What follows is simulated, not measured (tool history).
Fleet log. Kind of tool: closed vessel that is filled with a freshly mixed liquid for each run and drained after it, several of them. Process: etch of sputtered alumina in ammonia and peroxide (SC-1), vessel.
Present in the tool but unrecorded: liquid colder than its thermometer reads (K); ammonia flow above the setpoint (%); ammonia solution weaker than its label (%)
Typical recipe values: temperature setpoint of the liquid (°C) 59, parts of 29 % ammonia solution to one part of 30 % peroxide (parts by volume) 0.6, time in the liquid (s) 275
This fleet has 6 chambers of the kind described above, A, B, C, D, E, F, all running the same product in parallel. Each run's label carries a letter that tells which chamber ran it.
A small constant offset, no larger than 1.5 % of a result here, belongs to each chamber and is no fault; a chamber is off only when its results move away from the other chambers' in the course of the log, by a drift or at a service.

run,day,temperature setpoint of the liquid (°C),parts of 29 % ammonia solution to one part of 30 % peroxide (parts by volume),time in the liquid (s),hours since the thermometer was replaced,hours since the ammonia flow meter was replaced,hours since the drum of ammonia solution was connected,"read-back film thickness of the sputtered alumina reference wafer, read on the same gauge (nm)",thickness taken off the sputtered alumina on a monitor wafer (nm)
# day 0.467: chamber C: ammonia flow meter replaced
1A,0.588,59,0.6,275,1099.6,662.0,62.2,140.03,22.429
2D,1.221,59,0.6,275,67.9,690.0,180.2,139.97,22.385
3E,1.492,59,0.6,275,374.2,120.0,235.2,140.00,21.935
4B,1.988,59,0.6,275,1558.0,375.4,345.0,139.99,22.069
5F,2.542,59,0.6,275,1557.3,72.0,351.4,139.98,21.864
6C,2.908,59,0.6,275,404.6,58.6,955.7,140.03,21.845
7C,3.408,59,0.6,275,416.6,70.6,967.7,140.03,21.784
8B,3.917,59,0.6,275,1604.3,421.7,391.3,140.01,22.187
9A,4.217,59,0.6,275,1186.7,749.1,149.3,140.01,21.962
10D,4.546,59,0.6,275,147.7,769.8,260.0,139.98,22.034
11F,5.008,59,0.6,275,1616.5,131.2,410.6,139.99,21.954
12E,5.400,59,0.6,275,468.0,213.8,329.0,140.03,22.401
13D,5.892,59,0.6,275,180.0,802.1,292.3,139.99,22.164
# day 6.108: chamber B: ammonia flow meter replaced
14F,6.350,59,0.6,275,1648.7,163.4,442.8,140.00,21.761
15E,6.725,59,0.6,275,499.8,245.6,360.8,139.99,22.022
16A,7.196,59,0.6,275,1258.2,820.6,220.8,140.01,22.133
17B,7.696,59,0.6,275,1695.0,38.1,482.0,140.00,22.334
18C,8.138,59,0.6,275,530.1,184.1,1081.2,140.02,21.966
19B,8.562,59,0.6,275,1715.8,58.9,502.8,140.01,22.203
20D,9.017,59,0.6,275,255.0,877.1,367.3,140.01,22.023
# day 9.317: chamber A: ammonia flow meter replaced
21F,9.325,59,0.6,275,1720.1,234.8,514.2,140.01,22.333
22C,9.767,59,0.6,275,569.2,223.2,1120.3,140.00,21.762
# day 9.954: chamber D: ammonia flow meter replaced
23E,10.221,59,0.6,275,583.7,329.5,444.7,140.00,22.163
24A,10.688,59,0.6,275,1342.0,32.9,304.6,140.02,21.735
# day 10.846: chamber C: thermometer replaced
25F,11.279,59,0.6,275,1767.0,281.7,561.1,139.99,22.169
26A,11.892,59,0.6,275,1370.9,61.8,333.5,140.02,21.756
# day 12.138: chamber C: new drum of ammonia solution connected
27D,12.321,59,0.6,275,334.3,56.9,446.6,139.99,22.508
28C,12.650,59,0.6,275,43.4,292.4,12.4,139.99,21.778
29B,13.129,59,0.6,275,1825.4,168.5,612.4,140.01,21.959
30E,13.612,59,0.6,275,665.1,410.9,526.1,140.02,22.363
# day 13.842: chamber B: thermometer replaced
31C,14.075,59,0.6,275,77.6,326.6,46.6,139.99,21.878
32F,14.404,59,0.6,275,1842.0,356.7,636.1,140.01,22.138
# day 14.629: chamber D: new drum of ammonia solution connected
33D,14.692,59,0.6,275,391.2,113.8,1.5,140.01,21.992
34E,15.017,59,0.8,430,698.8,444.6,559.8,140.01,35.386
# day 15.454: chamber E: ammonia flow meter replaced
35A,15.642,59,0.8,430,1460.9,151.8,423.5,139.99,34.446
# day 15.800: chamber F: thermometer replaced
36B,16.212,59,0.8,430,56.9,242.5,686.4,140.02,35.449
37F,16.671,59,0.8,430,20.9,411.1,690.5,140.04,35.039
38E,17.104,59,0.8,430,748.9,39.7,609.9,140.01,36.151
39B,17.642,59,0.8,430,91.2,276.8,720.7,139.96,35.916
40A,18.062,59,0.6,275,1519.0,209.9,481.6,140.01,20.857
41D,18.588,59,0.4,215,484.7,207.3,95.0,139.98,16.520

Decide between three cases: one chamber stands off from its peers, the gauge reading all wafers drifts, or nothing is wrong past each chamber's small offset. Where a chamber is off, say which and what most likely put it there.

One chamber, A, drifts off from the rest bit by bit.
Likeliest cause: liquid colder than its thermometer reads (K) = 1.1.

Chamber A could run next with any of the 4 candidate recipes listed below; each alters the usual settings, and their results appear as question marks. Which one brings its results back in line with what the other chambers deliver on the usual settings?
Maximum distance from the other chambers' mean on the usual settings for a result to count as in line: thickness taken off the sputtered alumina on a monitor wafer (nm) 0.550
42A-1,19.038,58.5,0.6,265,,,,,?
42A-2,19.038,57.0,0.6,275,,,,,?
42A-3,19.038,60.0,0.6,290,,,,,?
42A-4,19.038,59.0,1.0,275,,,,,?

Average result of the remaining chambers running the usual settings: thickness taken off the sputtered alumina on a monitor wafer (nm) 22.070
run,thickness taken off the sputtered alumina on a monitor wafer (nm)
42A-1,19.576
42A-2,18.796
42A-3,23.124
42A-4,21.870
42A-4 brings the chamber back in line.

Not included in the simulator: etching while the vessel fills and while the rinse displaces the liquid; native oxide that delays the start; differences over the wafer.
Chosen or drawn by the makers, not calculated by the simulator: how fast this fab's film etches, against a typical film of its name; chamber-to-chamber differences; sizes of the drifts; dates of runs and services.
